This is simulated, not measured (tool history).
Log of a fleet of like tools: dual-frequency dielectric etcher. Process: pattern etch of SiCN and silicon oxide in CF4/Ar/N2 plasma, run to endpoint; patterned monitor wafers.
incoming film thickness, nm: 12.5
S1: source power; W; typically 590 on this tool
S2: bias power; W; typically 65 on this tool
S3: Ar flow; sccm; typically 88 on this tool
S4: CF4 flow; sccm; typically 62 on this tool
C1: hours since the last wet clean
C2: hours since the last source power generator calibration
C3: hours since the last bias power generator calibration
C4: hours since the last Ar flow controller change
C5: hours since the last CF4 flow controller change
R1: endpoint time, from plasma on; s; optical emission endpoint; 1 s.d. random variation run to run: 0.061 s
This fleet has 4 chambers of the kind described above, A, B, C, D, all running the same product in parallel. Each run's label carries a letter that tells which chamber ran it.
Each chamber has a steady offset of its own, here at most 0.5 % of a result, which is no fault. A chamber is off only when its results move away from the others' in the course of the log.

{"run": "1C", "hour": 9.6, "S1": 590, "S2": 65, "S3": 88, "S4": 62, "C1": 200.7, "C2": 2368.6, "C3": 855.0, "C4": 458.2, "C5": 1681.5, "R1": 11.706}
{"run": "2A", "hour": 18.4, "S1": 590, "S2": 65, "S3": 88, "S4": 62, "C1": 110.1, "C2": 4847.3, "C3": 1589.7, "C4": 488.0, "C5": 2892.9, "R1": 11.924}
{"run": "3B", "hour": 30.2, "S1": 590, "S2": 65, "S3": 88, "S4": 62, "C1": 469.1, "C2": 777.2, "C3": 207.6, "C4": 828.5, "C5": 1569.3, "R1": 11.712}
{"hour": 39.8, "done": "chamber B: wet clean of the chamber"}
{"run": "4D", "hour": 40.0, "S1": 590, "S2": 65, "S3": 88, "S4": 62, "C1": 173.6, "C2": 1488.8, "C3": 2126.4, "C4": 2035.7, "C5": 2176.9, "R1": 11.717}
{"run": "5C", "hour": 50.5, "S1": 590, "S2": 65, "S3": 88, "S4": 62, "C1": 241.6, "C2": 2409.5, "C3": 895.9, "C4": 499.1, "C5": 1722.4, "R1": 11.743}
{"run": "6B", "hour": 61.0, "S1": 590, "S2": 65, "S3": 88, "S4": 62, "C1": 21.2, "C2": 808.0, "C3": 238.4, "C4": 859.3, "C5": 1600.1, "R1": 11.725}
{"run": "7A", "hour": 72.1, "S1": 590, "S2": 65, "S3": 88, "S4": 62, "C1": 163.8, "C2": 4901.0, "C3": 1643.4, "C4": 541.7, "C5": 2946.6, "R1": 11.899}
{"run": "8D", "hour": 82.2, "S1": 590, "S2": 65, "S3": 88, "S4": 62, "C1": 215.8, "C2": 1531.0, "C3": 2168.6, "C4": 2077.9, "C5": 2219.1, "R1": 11.811}
{"run": "9C", "hour": 92.1, "S1": 590, "S2": 65, "S3": 88, "S4": 62, "C1": 283.2, "C2": 2451.1, "C3": 937.5, "C4": 540.7, "C5": 1764.0, "R1": 11.718}
{"run": "10D", "hour": 100.4, "S1": 590, "S2": 65, "S3": 88, "S4": 62, "C1": 234.0, "C2": 1549.2, "C3": 2186.8, "C4": 2096.1, "C5": 2237.3, "R1": 11.832}
{"run": "11B", "hour": 111.6, "S1": 590, "S2": 65, "S3": 88, "S4": 62, "C1": 71.8, "C2": 858.6, "C3": 289.0, "C4": 909.9, "C5": 1650.7, "R1": 11.67}
{"run": "12A", "hour": 123.3, "S1": 590, "S2": 65, "S3": 88, "S4": 62, "C1": 215.0, "C2": 4952.2, "C3": 1694.6, "C4": 592.9, "C5": 2997.8, "R1": 11.848}
{"run": "13C", "hour": 134.4, "S1": 590, "S2": 54, "S3": 103, "S4": 62, "C1": 325.5, "C2": 2493.4, "C3": 979.8, "C4": 583.0, "C5": 1806.3, "R1": 12.846}
{"hour": 141.4, "done": "chamber C: CF4 flow controller replaced"}
{"run": "14B", "hour": 144.0, "S1": 590, "S2": 54, "S3": 103, "S4": 62, "C1": 104.2, "C2": 891.0, "C3": 321.4, "C4": 942.3, "C5": 1683.1, "R1": 12.802}
{"run": "15D", "hour": 151.9, "S1": 590, "S2": 54, "S3": 103, "S4": 62, "C1": 285.5, "C2": 1600.7, "C3": 2238.3, "C4": 2147.6, "C5": 2288.8, "R1": 12.894}
{"run": "16A", "hour": 160.3, "S1": 590, "S2": 54, "S3": 103, "S4": 62, "C1": 252.0, "C2": 4989.2, "C3": 1731.6, "C4": 629.9, "C5": 3034.8, "R1": 12.844}
{"run": "17B", "hour": 166.8, "S1": 590, "S2": 65, "S3": 88, "S4": 62, "C1": 127.0, "C2": 913.8, "C3": 344.2, "C4": 965.1, "C5": 1705.9, "R1": 11.802}
{"run": "18D", "hour": 174.1, "S1": 590, "S2": 65, "S3": 88, "S4": 62, "C1": 307.7, "C2": 1622.9, "C3": 2260.5, "C4": 2169.8, "C5": 2311.0, "R1": 11.898}
{"run": "19A", "hour": 182.0, "S1": 590, "S2": 56, "S3": 88, "S4": 62, "C1": 273.7, "C2": 5010.9, "C3": 1753.3, "C4": 651.6, "C5": 3056.5, "R1": 12.427}
{"hour": 182.1, "done": "chamber A: bias power generator calibrated"}
{"run": "20C", "hour": 191.2, "S1": 590, "S2": 56, "S3": 88, "S4": 62, "C1": 382.3, "C2": 2550.2, "C3": 1036.6, "C4": 639.8, "C5": 49.8, "R1": 12.321}
{"run": "21A", "hour": 202.5, "S1": 590, "S2": 56, "S3": 88, "S4": 62, "C1": 294.2, "C2": 5031.4, "C3": 20.5, "C4": 672.1, "C5": 3077.0, "R1": 12.51}
{"run": "22B", "hour": 210.0, "S1": 590, "S2": 56, "S3": 88, "S4": 62, "C1": 170.2, "C2": 957.0, "C3": 387.4, "C4": 1008.3, "C5": 1749.1, "R1": 12.246}
{"run": "23C", "hour": 220.0, "S1": 590, "S2": 65, "S3": 88, "S4": 62, "C1": 411.1, "C2": 2579.0, "C3": 1065.4, "C4": 668.6, "C5": 78.6, "R1": 11.934}
{"run": "24D", "hour": 225.7, "S1": 590, "S2": 65, "S3": 88, "S4": 62, "C1": 359.3, "C2": 1674.5, "C3": 2312.1, "C4": 2221.4, "C5": 2362.6, "R1": 11.899}
{"run": "25C", "hour": 237.2, "S1": 590, "S2": 65, "S3": 88, "S4": 62, "C1": 428.3, "C2": 2596.2, "C3": 1082.6, "C4": 685.8, "C5": 95.8, "R1": 11.988}
{"run": "26A", "hour": 248.3, "S1": 590, "S2": 65, "S3": 88, "S4": 62, "C1": 340.0, "C2": 5077.2, "C3": 66.3, "C4": 717.9, "C5": 3122.8, "R1": 11.809}
{"run": "27D", "hour": 255.8, "S1": 590, "S2": 65, "S3": 88, "S4": 62, "C1": 389.4, "C2": 1704.6, "C3": 2342.2, "C4": 2251.5, "C5": 2392.7, "R1": 11.851}
{"run": "28B", "hour": 262.3, "S1": 590, "S2": 65, "S3": 88, "S4": 62, "C1": 222.5, "C2": 1009.3, "C3": 439.7, "C4": 1060.6, "C5": 1801.4, "R1": 11.7}
{"run": "29B", "hour": 268.1, "S1": 590, "S2": 65, "S3": 88, "S4": 62, "C1": 228.3, "C2": 1015.1, "C3": 445.5, "C4": 1066.4, "C5": 1807.2, "R1": 11.647}
{"run": "30D", "hour": 277.3, "S1": 590, "S2": 65, "S3": 88, "S4": 62, "C1": 410.9, "C2": 1726.1, "C3": 2363.7, "C4": 2273.0, "C5": 2414.2, "R1": 11.898}
{"run": "31C", "hour": 283.9, "S1": 590, "S2": 65, "S3": 88, "S4": 62, "C1": 475.0, "C2": 2642.9, "C3": 1129.3, "C4": 732.5, "C5": 142.5, "R1": 12.039}
{"run": "32A", "hour": 290.9, "S1": 590, "S2": 65, "S3": 88, "S4": 62, "C1": 382.6, "C2": 5119.8, "C3": 108.9, "C4": 760.5, "C5": 3165.4, "R1": 11.822}
{"run": "33B", "hour": 299.4, "S1": 590, "S2": 65, "S3": 88, "S4": 62, "C1": 259.6, "C2": 1046.4, "C3": 476.8, "C4": 1097.7, "C5": 1838.5, "R1": 11.706}
{"hour": 305.5, "done": "chamber A: wet clean of the chamber"}
{"run": "34A", "hour": 310.9, "S1": 590, "S2": 65, "S3": 88, "S4": 62, "C1": 5.5, "C2": 5139.8, "C3": 128.9, "C4": 780.5, "C5": 3185.4, "R1": 11.88}
{"run": "35C", "hour": 321.7, "S1": 590, "S2": 65, "S3": 88, "S4": 62, "C1": 512.8, "C2": 2680.7, "C3": 1167.1, "C4": 770.3, "C5": 180.3, "R1": 12.221}
{"run": "36D", "hour": 331.7, "S1": 590, "S2": 65, "S3": 88, "S4": 62, "C1": 465.3, "C2": 1780.5, "C3": 2418.1, "C4": 2327.4, "C5": 2468.6, "R1": 11.822}
{"run": "37B", "hour": 341.1, "S1": 590, "S2": 65, "S3": 88, "S4": 62, "C1": 301.3, "C2": 1088.1, "C3": 518.5, "C4": 1139.4, "C5": 1880.2, "R1": 11.677}
{"run": "38D", "hour": 351.5, "S1": 590, "S2": 54, "S3": 96, "S4": 62, "C1": 485.1, "C2": 1800.3, "C3": 2437.9, "C4": 2347.2, "C5": 2488.4, "R1": 12.859}
{"run": "39A", "hour": 363.2, "S1": 590, "S2": 54, "S3": 96, "S4": 62, "C1": 57.8, "C2": 5192.1, "C3": 181.2, "C4": 832.8, "C5": 3237.7, "R1": 12.622}
{"run": "40C", "hour": 371.2, "S1": 590, "S2": 54, "S3": 96, "S4": 62, "C1": 562.3, "C2": 2730.2, "C3": 1216.6, "C4": 819.8, "C5": 229.8, "R1": 13.197}
{"run": "41D", "hour": 381.3, "S1": 590, "S2": 54, "S3": 96, "S4": 62, "C1": 514.9, "C2": 1830.1, "C3": 2467.7, "C4": 2377.0, "C5": 2518.2, "R1": 12.768}

Which is it: a chamber that has drifted or been left off by a service, a gauge drift common to all chambers, or only each chamber's usual small offset? If a chamber is off, name it and its likeliest cause.

Little by little, chamber C moves away from the other chambers.
What lies behind it: etch rate under this chamber's usual, % = 3.07.
From this log alone, it may not be told apart from: source power that arrives under what is set, %.

Chamber C could run next with any of the 4 candidate recipes listed below; each alters the usual settings, and their results appear as question marks. Which one brings its results back in line with what the other chambers deliver on the usual settings?
In line here means within this much of the mean the other chambers give on the usual settings: R1 0.210 s
{"run": "42C-1", "hour": 389.8, "S1": 590, "S2": 59, "S3": 88, "S4": 62, "R1": "?"}
{"run": "42C-2", "hour": 389.8, "S1": 630, "S2": 65, "S3": 87, "S4": 63, "R1": "?"}
{"run": "42C-3", "hour": 389.8, "S1": 590, "S2": 53, "S3": 88, "S4": 62, "R1": "?"}
{"run": "42C-4", "hour": 389.8, "S1": 590, "S2": 70, "S3": 85, "S4": 62, "R1": "?"}

The other chambers' mean on the usual settings: R1 11.806 s
run=42C-1 R1=12.501
run=42C-2 R1=11.379
run=42C-3 R1=12.924
run=42C-4 R1=11.769
42C-4 puts the chamber back in line with the other chambers.
